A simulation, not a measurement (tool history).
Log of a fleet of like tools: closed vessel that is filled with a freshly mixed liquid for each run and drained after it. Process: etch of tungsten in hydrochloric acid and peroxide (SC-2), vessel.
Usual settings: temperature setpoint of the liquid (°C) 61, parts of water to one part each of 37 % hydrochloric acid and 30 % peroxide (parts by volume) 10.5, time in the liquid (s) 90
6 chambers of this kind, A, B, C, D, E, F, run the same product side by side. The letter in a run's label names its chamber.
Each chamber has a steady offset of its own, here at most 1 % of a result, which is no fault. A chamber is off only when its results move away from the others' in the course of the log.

run   hour  temperature setpoint of the liquid (°C)  parts of water to one part each of 37 % hydrochloric acid and 30 % peroxide (parts by volume)  time in the liquid (s)  hours since the thermometer was replaced  hours since the chemicals flow meter was replaced  hours since the drum of peroxide was connected  read-back film thickness of the tungsten reference wafer, read on the same gauge (nm)  thickness taken off the tungsten on a monitor wafer (nm)
 1F    4.2                                       61                                                                                           10.5                      90                                     640.1                                              416.7                                            26.5                                                                                    140                                                    20.517
 2C    8.8                                       61                                                                                           10.5                      90                                     516.8                                              389.1                                           234.3                                                                                 140.02                                                    20.598
 3D   12.7                                       61                                                                                           10.5                      90                                    1175.5                                             1364.4                                           939.2                                                                                 140.01                                                    20.767
 4E   16.7                                       61                                                                                           10.5                      90                                      66.5                                                833                                           626.6                                                                                 140.01                                                    20.552
 5A   20.5                                       61                                                                                           10.5                      90                                     469.6                                              313.8                                           824.2                                                                                 139.98                                                    20.739
 6B   24.1                                       61                                                                                           10.5                      90                                    1375.7                                              152.9                                           753.7                                                                                 140.01                                                    20.588
 7F   28.5                                       61                                                                                           10.5                      90                                     664.4                                                441                                            50.8                                                                                 139.99                                                    20.574
        30  -- chamber E: new drum of peroxide connected
 8C   33.3                                       61                                                                                           10.5                      90                                     541.3                                              413.6                                           258.8                                                                                 140.02                                                    20.623
 9B   36.1                                       61                                                                                              8                      90                                    1387.7                                              164.9                                           765.7                                                                                 139.99                                                    25.705
10E   40.3                                       61                                                                                              8                      90                                      90.1                                              856.6                                            10.3                                                                                 140.01                                                    25.565
11D   43.3                                       61                                                                                              8                      90                                    1206.1                                               1395                                           969.8                                                                                 139.98                                                    25.915
12A   45.8                                       61                                                                                              8                      90                                     494.9                                              339.1                                           849.5                                                                                 140.01                                                    25.758
13B   49.3                                       61                                                                                              8                      90                                    1400.9                                              178.1                                           778.9                                                                                 139.99                                                    25.757
14E   52.3                                       61                                                                                              8                      90                                     102.1                                              868.6                                            22.3                                                                                 140.02                                                    25.623
15F   55.7                                       61                                                                                           10.5                      90                                     691.6                                              468.2                                              78                                                                                    140                                                    20.539
16A   60.5                                       61                                                                                           10.5                      90                                     509.6                                              353.8                                           864.2                                                                                 140.01                                                    20.857
17C   63.4                                       61                                                                                           10.5                      90                                     571.4                                              443.7                                           288.9                                                                                 140.01                                                    20.655
      63.9  -- chamber C: thermometer replaced
18D   66.3                                       61                                                                                           10.5                      90                                    1229.1                                               1418                                           992.8                                                                                    140                                                    20.673
19F   69.6                                       61                                                                                           10.5                      90                                     705.5                                              482.1                                            91.9                                                                                 140.02                                                    20.674
      70.1  -- chamber E: chemicals flow meter replaced
20E   72.5                                       61                                                                                           10.5                      90                                     122.3                                                2.4                                            42.5                                                                                 139.98                                                    20.531
21B   74.9                                       61                                                                                           10.5                      90                                    1426.5                                              203.7                                           804.5                                                                                 139.98                                                     20.54
22C     79                                       61                                                                                           10.5                      90                                      15.1                                              459.3                                           304.5                                                                                    140                                                     20.59
23A   81.7                                       61                                                                                              8                     110                                     530.8                                                375                                           885.4                                                                                 139.99                                                    31.441
24D   84.9                                       61                                                                                              8                     110                                    1247.7                                             1436.6                                          1011.4                                                                                 140.01                                                    31.239
25E     88                                       61                                                                                              8                     110                                     137.8                                               17.9                                              58                                                                                 140.02                                                    31.229
26F   90.7                                       61                                                                                              8                     110                                     726.6                                              503.2                                             113                                                                                 139.99                                                    31.573
27D   95.2                                       61                                                                                              8                     110                                      1258                                             1446.9                                          1021.7                                                                                 140.01                                                    31.722
      98.3  -- chamber C: new drum of peroxide connected
28B    100                                       61                                                                                              8                     110                                    1451.6                                              228.8                                           829.6                                                                                 139.97                                                    31.361
29C  104.4                                       61                                                                                           10.5                      90                                      40.5                                              484.7                                             6.1                                                                                 140.01                                                     20.62
30A  109.7                                     64.5                                                                                           10.5                     110                                     558.8                                                403                                           913.4                                                                                 139.98                                                    31.656
31A  112.9                                     64.5                                                                                           10.5                     110                                       562                                              406.2                                           916.6                                                                                 139.99                                                    31.622
32F  115.7                                     64.5                                                                                           10.5                     110                                     751.6                                              528.2                                             138                                                                                 140.03                                                    31.459
33C  119.6                                     64.5                                                                                           10.5                     110                                      55.7                                              499.9                                            21.3                                                                                 139.99                                                    31.436
     121.8  -- chamber D: new drum of peroxide connected
34B  124.8                                     64.5                                                                                           10.5                     110                                    1476.4                                              253.6                                           854.4                                                                                 140.02                                                    31.367
35D  127.9                                     64.5                                                                                           10.5                     110                                    1290.7                                             1479.6                                             6.2                                                                                 139.98                                                    31.377
36E  130.5                                       61                                                                                           10.5                      90                                     180.3                                               60.4                                           100.5                                                                                 140.01                                                    20.501
37A  134.8                                       61                                                                                           10.5                      90                                     583.9                                              428.1                                           938.5                                                                                 140.02                                                    20.616
38C  138.8                                     68.5                                                                                             14                      90                                      74.9                                              519.1                                            40.5                                                                                 140.01                                                    25.562
39B  141.7                                     68.5                                                                                             14                      90                                    1493.3                                              270.5                                           871.3                                                                                 140.01                                                    25.526
40F  146.7                                     68.5                                                                                             14                      90                                     782.6                                              559.2                                             169                                                                                 140.03                                                    25.221
41E    151                                     68.5                                                                                             14                      90                                     200.8                                               80.9                                             121                                                                                    140                                                     25.12
42D  156.1                                     68.5                                                                                             14                      90                                    1318.9                                             1507.8                                            34.4                                                                                    140                                                    25.431

Next, every chamber runs the same settings. What will each give?
43A  160.1                                       61                                                                                           10.5                      90                                                                                                                                                                                                                                                                                             ?
43B  160.1                                       61                                                                                           10.5                      90                                                                                                                                                                                                                                                                                             ?
43C  160.1                                       61                                                                                           10.5                      90                                                                                                                                                                                                                                                                                             ?
43D  160.1                                       61                                                                                           10.5                      90                                                                                                                                                                                                                                                                                             ?
43E  160.1                                       61                                                                                           10.5                      90                                                                                                                                                                                                                                                                                             ?
43F  160.1                                       61                                                                                           10.5                      90                                                                                                                                                                                                                                                                                             ?

run  thickness taken off the tungsten on a monitor wafer (nm)
43A                                                    20.526
43B                                                    20.625
43C                                                    20.595
43D                                                    20.852
43E                                                    20.494
43F                                                    20.487
